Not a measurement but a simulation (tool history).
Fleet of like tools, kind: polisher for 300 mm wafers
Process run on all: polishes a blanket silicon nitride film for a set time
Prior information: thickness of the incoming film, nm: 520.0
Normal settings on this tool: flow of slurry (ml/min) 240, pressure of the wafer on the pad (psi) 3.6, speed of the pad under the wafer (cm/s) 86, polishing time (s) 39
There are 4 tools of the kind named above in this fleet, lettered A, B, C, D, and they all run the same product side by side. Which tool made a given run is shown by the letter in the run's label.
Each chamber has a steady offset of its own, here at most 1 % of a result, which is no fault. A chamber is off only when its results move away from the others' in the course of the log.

| run | hour | flow of slurry (ml/min) | pressure of the wafer on the pad (psi) | speed of the pad under the wafer (cm/s) | polishing time (s) | wafers polished on this pad | hours since the slurry nozzle was cleaned | hours since the head pressure was calibrated | film removed (nm) |
|---|---|---|---|---|---|---|---|---|---|
|  | 2.2 | chamber C: worn pad replaced by a new one |
| 1B | 7 | 240 | 3.6 | 86 | 39 | 914 | 118.1 | 354.3 | 55.783 |
|  | 12.6 | chamber B: worn pad replaced by a new one |
| 2C | 16.6 | 240 | 3.6 | 86 | 39 | 208 | 84.1 | 298.5 | 54.193 |
| 3A | 22.1 | 240 | 3.6 | 86 | 39 | 404 | 735.5 | 1062.2 | 51.561 |
|  | 26 | chamber A: slurry nozzle cleaned |
| 4D | 30 | 240 | 3.6 | 86 | 39 | 738 | 332.7 | 254.3 | 53.084 |
|  | 33.3 | chamber A: worn pad replaced by a new one |
| 5B | 34.5 | 240 | 3.6 | 86 | 39 | 318 | 145.6 | 381.8 | 53.289 |
|  | 37.7 | chamber D: worn pad replaced by a new one |
| 6A | 42.5 | 240 | 3.6 | 86 | 39 | 133 | 16.5 | 1082.6 | 53.135 |
| 7C | 47.2 | 240 | 3.6 | 86 | 39 | 651 | 114.7 | 329.1 | 51.892 |
| 8D | 54.7 | 240 | 3.6 | 86 | 39 | 246 | 357.4 | 279 | 53.88 |
| 9A | 60.2 | 240 | 3.6 | 86 | 39 | 389 | 34.2 | 1100.3 | 52.332 |
|  | 63.3 | chamber D: head pressure recalibrated |
| 10B | 65.1 | 240 | 3.6 | 86 | 39 | 761 | 176.2 | 412.4 | 54.788 |
|  | 69.1 | chamber A: worn pad replaced by a new one |
|  | 69.5 | chamber C: worn pad replaced by a new one |
| 11C | 72.4 | 240 | 3.6 | 86 | 39 | 42 | 139.9 | 354.3 | 53.969 |
|  | 78.9 | chamber B: worn pad replaced by a new one |
| 12D | 80.9 | 240 | 3.6 | 86 | 39 | 626 | 383.6 | 17.7 | 58.986 |
| 13B | 86.9 | 240 | 3.6 | 86 | 39 | 116 | 198 | 434.2 | 54.144 |
| 14C | 94 | 240 | 3.6 | 86 | 39 | 355 | 161.5 | 375.9 | 54.102 |
| 15D | 101.4 | 240 | 3.6 | 86 | 39 | 922 | 404.1 | 38.2 | 60.38 |
|  | 104.3 | chamber A: worn pad replaced by a new one |
| 16A | 110.4 | 240 | 3.6 | 86 | 39 | 89 | 84.4 | 1150.5 | 53.396 |
|  | 110.7 | chamber D: worn pad replaced by a new one |
| 17A | 117.2 | 240 | 3.6 | 86 | 39 | 187 | 91.2 | 1157.3 | 53.272 |
| 18B | 124.4 | 240 | 3.6 | 86 | 39 | 659 | 235.5 | 471.7 | 52.927 |
| 19D | 131.5 | 240 | 3.6 | 86 | 39 | 302 | 434.2 | 68.3 | 60.142 |
|  | 136 | chamber B: worn pad replaced by a new one |
|  | 137.5 | chamber C: worn pad replaced by a new one |
| 20C | 139.9 | 240 | 3.6 | 86 | 39 | 35 | 207.4 | 421.8 | 53.451 |
|  | 141.2 | chamber A: worn pad replaced by a new one |
|  | 147.4 | chamber B: slurry nozzle cleaned |
| 21C | 149.7 | 240 | 3.6 | 86 | 39 | 177 | 217.2 | 431.6 | 52.524 |
| 22D | 157.2 | 240 | 2.6 | 86 | 39 | 674 | 459.9 | 94 | 43.868 |
| 23A | 164.6 | 240 | 2.6 | 86 | 39 | 339 | 138.6 | 1204.7 | 38.673 |
|  | 170.5 | chamber D: worn pad replaced by a new one |
| 24B | 173.6 | 240 | 2.6 | 86 | 39 | 545 | 26.2 | 520.9 | 38.963 |
| 25D | 183.2 | 240 | 2.6 | 86 | 39 | 184 | 485.9 | 120 | 43.022 |

All 4 chambers run these settings next. Forecast each chamber's results:
| 26A | 190.6 | 240 | 3.6 | 86 | 39 |  |  |  | ? |
| 26B | 190.6 | 240 | 3.6 | 86 | 39 |  |  |  | ? |
| 26C | 190.6 | 240 | 3.6 | 86 | 39 |  |  |  | ? |
| 26D | 190.6 | 240 | 3.6 | 86 | 39 |  |  |  | ? |

| run | film removed (nm) |
|---|---|
| 26A | 52.979 |
| 26B | 53.453 |
| 26C | 53.452 |
| 26D | 59.234 |
